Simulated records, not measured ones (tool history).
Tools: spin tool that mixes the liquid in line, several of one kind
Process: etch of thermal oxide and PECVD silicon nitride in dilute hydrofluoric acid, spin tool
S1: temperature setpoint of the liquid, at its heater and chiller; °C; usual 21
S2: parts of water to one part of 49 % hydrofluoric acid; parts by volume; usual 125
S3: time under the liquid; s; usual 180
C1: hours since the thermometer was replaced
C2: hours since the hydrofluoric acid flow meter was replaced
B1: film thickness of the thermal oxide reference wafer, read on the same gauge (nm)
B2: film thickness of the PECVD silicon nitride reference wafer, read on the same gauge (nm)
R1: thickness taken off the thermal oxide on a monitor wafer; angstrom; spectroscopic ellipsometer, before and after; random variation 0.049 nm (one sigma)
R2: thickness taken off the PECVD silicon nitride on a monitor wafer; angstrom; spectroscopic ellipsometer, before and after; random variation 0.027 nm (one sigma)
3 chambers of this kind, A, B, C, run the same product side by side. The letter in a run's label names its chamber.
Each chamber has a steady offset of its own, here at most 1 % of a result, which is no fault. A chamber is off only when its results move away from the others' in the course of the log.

Run 1B, hour 14.8: usual settings; C1 183.0; C2 1367.6; B1 29.987; B2 39.998. Result: R1 57.010 angstrom, R2 42.086 angstrom.
Run 2A, hour 28.0: usual settings; C1 1333.9; C2 268.7; B1 29.990; B2 40.027. Result: R1 57.982 angstrom, R2 42.583 angstrom.
Run 3C, hour 35.5: usual settings; C1 1434.1; C2 1510.1; B1 30.007; B2 40.013. Result: R1 57.035 angstrom, R2 42.787 angstrom.
Run 4C, hour 48.2: usual settings; C1 1446.8; C2 1522.8; B1 29.979; B2 39.968. Result: R1 57.665 angstrom, R2 42.659 angstrom.
Run 5B, hour 61.1: usual settings; C1 229.3; C2 1413.9; B1 30.025; B2 40.009. Result: R1 57.401 angstrom, R2 42.982 angstrom.
Run 6A, hour 77.2: usual settings; C1 1383.1; C2 317.9; B1 30.005; B2 40.009. Result: R1 57.757 angstrom, R2 42.363 angstrom.
Run 7C, hour 89.1: usual settings; C1 1487.7; C2 1563.7; B1 30.001; B2 39.979. Result: R1 57.206 angstrom, R2 42.187 angstrom.
Run 8A, hour 97.6: usual settings; C1 1403.5; C2 338.3; B1 30.004; B2 39.992. Result: R1 57.255 angstrom, R2 41.917 angstrom.
Run 9B, hour 105.8: usual settings; C1 274.0; C2 1458.6; B1 29.960; B2 40.017. Result: R1 58.404 angstrom, R2 42.380 angstrom.
Run 10C, hour 119.2: usual settings but S2 100 parts by volume; C1 1517.8; C2 1593.8; B1 29.987; B2 39.966. Result: R1 73.404 angstrom, R2 52.704 angstrom.
Run 11B, hour 133.3: usual settings but S2 100 parts by volume; C1 301.5; C2 1486.1; B1 30.021; B2 39.997. Result: R1 74.245 angstrom, R2 53.080 angstrom.
Run 12A, hour 141.7: usual settings but S2 100 parts by volume; C1 1447.6; C2 382.4; B1 30.020; B2 39.973. Result: R1 71.923 angstrom, R2 50.788 angstrom.
Run 13C, hour 153.6: usual settings; C1 1552.2; C2 1628.2; B1 30.007; B2 40.013. Result: R1 56.859 angstrom, R2 42.515 angstrom.
At hour 155.1: chamber C: hydrofluoric acid flow meter replaced.
Run 14A, hour 162.0: usual settings; C1 1467.9; C2 402.7; B1 29.985; B2 40.025. Result: R1 55.913 angstrom, R2 40.934 angstrom.
Run 15B, hour 172.8: usual settings; C1 341.0; C2 1525.6; B1 29.971; B2 39.964. Result: R1 57.151 angstrom, R2 42.956 angstrom.
Run 16C, hour 187.1: usual settings; C1 1585.7; C2 32.1; B1 29.965; B2 40.049. Result: R1 57.687 angstrom, R2 42.129 angstrom.
Run 17B, hour 199.5: usual settings; C1 367.7; C2 1552.3; B1 29.994; B2 40.005. Result: R1 58.134 angstrom, R2 42.686 angstrom.
Run 18A, hour 206.8: usual settings; C1 1512.7; C2 447.5; B1 30.041; B2 40.015. Result: R1 55.022 angstrom, R2 40.040 angstrom.
Run 19A, hour 219.5: usual settings; C1 1525.4; C2 460.2; B1 30.010; B2 39.991. Result: R1 54.060 angstrom, R2 39.992 angstrom.
Run 20B, hour 234.8: usual settings; C1 403.0; C2 1587.6; B1 30.004; B2 39.981. Result: R1 58.212 angstrom, R2 42.584 angstrom.
Run 21C, hour 243.7: usual settings; C1 1642.3; C2 88.7; B1 29.982; B2 40.004. Result: R1 57.114 angstrom, R2 42.355 angstrom.

Is one chamber off against the others, does the gauge drift, or is nothing wrong? If a chamber is off, say which, and what the likeliest cause is.

Chamber A drifts away from the others.
Cause: hydrofluoric acid flow below the setpoint (%) = 6.24.

Here are 4 candidates for chamber A's next run, each the usual settings with a change, their results left as question marks. Which one brings its results back in line with what the others give on the usual settings?
In line means no further than this from the other chambers' mean on the usual settings: R1 1.700 angstrom; R2 0.960 angstrom
Run 22A-1, hour 255.5: usual settings but S3 185 s. Result: R1 ?, R2 ?.
Run 22A-2, hour 255.5: usual settings but S2 120 parts by volume, S3 185 s. Result: R1 ?, R2 ?.
Run 22A-3, hour 255.5: usual settings but S3 175 s. Result: R1 ?, R2 ?.
Run 22A-4, hour 255.5: usual settings but S2 130 parts by volume, S3 175 s. Result: R1 ?, R2 ?.

The other chambers' mean on the usual settings: R1 57.223 angstrom; R2 42.531 angstrom
  run      R1      R2
22A-1  54.436  40.496
22A-2  57.080  42.174
22A-3  51.494  38.307
22A-4  49.196  36.845
22A-2 brings the chamber back in line.
